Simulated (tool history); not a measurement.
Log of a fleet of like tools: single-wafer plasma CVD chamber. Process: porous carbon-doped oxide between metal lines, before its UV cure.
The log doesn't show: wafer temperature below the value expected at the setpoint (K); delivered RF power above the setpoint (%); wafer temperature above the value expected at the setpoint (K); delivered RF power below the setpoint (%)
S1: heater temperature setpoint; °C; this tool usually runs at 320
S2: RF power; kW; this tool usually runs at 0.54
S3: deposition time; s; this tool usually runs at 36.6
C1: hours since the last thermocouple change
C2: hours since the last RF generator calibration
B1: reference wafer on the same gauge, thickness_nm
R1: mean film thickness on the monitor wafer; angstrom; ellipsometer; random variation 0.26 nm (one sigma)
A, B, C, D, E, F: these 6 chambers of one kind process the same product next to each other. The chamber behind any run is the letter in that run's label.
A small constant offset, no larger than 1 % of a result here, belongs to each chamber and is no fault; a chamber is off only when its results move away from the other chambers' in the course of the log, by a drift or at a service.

run,hour,S1,S2,S3,C1,C2,B1,R1
1C,9.1,320,0.54,36.6,957.7,1710.9,154.99,1842.6
2B,17.2,320,0.54,36.6,333.5,416,154.97,1858
3D,26.2,320,0.54,36.6,822.8,621.1,154.88,1869.5
4F,36.1,320,0.54,36.6,616.7,1112.2,154.92,1862.5
5A,45.3,320,0.54,36.6,1896.6,1255.7,154.92,1859.2
6E,53.3,320,0.54,36.6,621,318.7,154.79,1863.9
7B,62.3,320,0.54,36.6,378.6,461.1,154.89,1853.3
8C,68.8,320,0.54,36.6,1017.4,1770.6,154.84,1842.7
9A,79.5,320,0.54,36.6,1930.8,1289.9,154.83,1850.3
10F,87.4,320,0.54,36.6,668,1163.5,154.8,1861.5
11E,97.5,320,0.54,36.6,665.2,362.9,154.81,1859.9
12D,104,320,0.54,36.6,900.6,698.9,154.76,1873.9
# hour 104.9: chamber C: thermocouple changed; heater temperature recalibrated
# hour 110: chamber F: RF generator calibrated
# hour 112.5: chamber A: RF generator calibrated
13B,114.5,305,0.48,36.6,430.8,513.3,154.76,1853.6
14F,121.4,305,0.48,36.6,702,11.5,154.68,1861.3
15C,127.8,305,0.48,36.6,22.9,1829.6,154.73,1841.2
16D,133.9,305,0.48,36.6,930.5,728.8,154.72,1869.2
17E,140.1,305,0.48,36.6,707.8,405.5,154.68,1861.5
18A,147.9,305,0.48,36.6,1999.2,35.4,154.57,1855.1
19D,158,320,0.54,36.6,954.6,752.9,154.62,1869
20F,164.3,320,0.54,36.6,744.9,54.4,154.59,1862.4
21C,171.7,320,0.54,36.6,66.8,1873.5,154.55,1836.9
22E,183,320,0.54,36.6,750.7,448.4,154.58,1862.6
23B,189,320,0.54,36.6,505.3,587.8,154.56,1851.2
24A,194.5,320,0.54,36.6,2045.8,82,154.5,1853.4
25B,203.2,320,0.54,36.6,519.5,602,154.48,1846.7
26F,209.1,320,0.54,36.6,789.7,99.2,154.44,1856.3
27A,217.9,320,0.54,36.6,2069.2,105.4,154.51,1852.6
28E,226,320,0.54,36.6,793.7,491.4,154.44,1856.5
29D,235.3,320,0.54,36.6,1031.9,830.2,154.45,1871.3
30C,246.5,327,0.59,36.6,141.6,1948.3,154.36,1879.4
31C,252.2,327,0.59,36.6,147.3,1954,154.41,1879.3
32F,258.3,327,0.59,36.6,838.9,148.4,154.37,1892.5
33E,265,327,0.59,36.6,832.7,530.4,154.37,1900.2
34A,275.5,327,0.59,36.6,2126.8,163,154.3,1896.4
35D,285.3,327,0.59,36.6,1081.9,880.2,154.32,1911.3
36B,295.8,320,0.54,36.6,612.1,694.6,154.32,1842.9
37B,301.5,320,0.635,42.9,617.8,700.3,154.24,2398.6
38A,311.1,320,0.635,42.9,2162.4,198.6,154.21,2402.4
39D,317.5,320,0.635,42.9,1114.1,912.4,154.2,2422.2
40C,324.8,320,0.635,42.9,219.9,2026.6,154.23,2378.7
41E,332.5,320,0.635,42.9,900.2,597.9,154.23,2409.4
42F,342.7,320,0.635,42.9,923.3,232.8,154.14,2402.5
43A,353.1,320,0.54,36.6,2204.4,240.6,154.14,1845.6

Next, all 6 chambers run the settings below, one line each with question marks for the results. What does each chamber give?
44A,361.2,334,0.54,36.6,,,,?
44B,361.2,334,0.54,36.6,,,,?
44C,361.2,334,0.54,36.6,,,,?
44D,361.2,334,0.54,36.6,,,,?
44E,361.2,334,0.54,36.6,,,,?
44F,361.2,334,0.54,36.6,,,,?

run,R1
44A,1723.8
44B,1723.6
44C,1711.8
44D,1740.6
44E,1731.1
44F,1728.5

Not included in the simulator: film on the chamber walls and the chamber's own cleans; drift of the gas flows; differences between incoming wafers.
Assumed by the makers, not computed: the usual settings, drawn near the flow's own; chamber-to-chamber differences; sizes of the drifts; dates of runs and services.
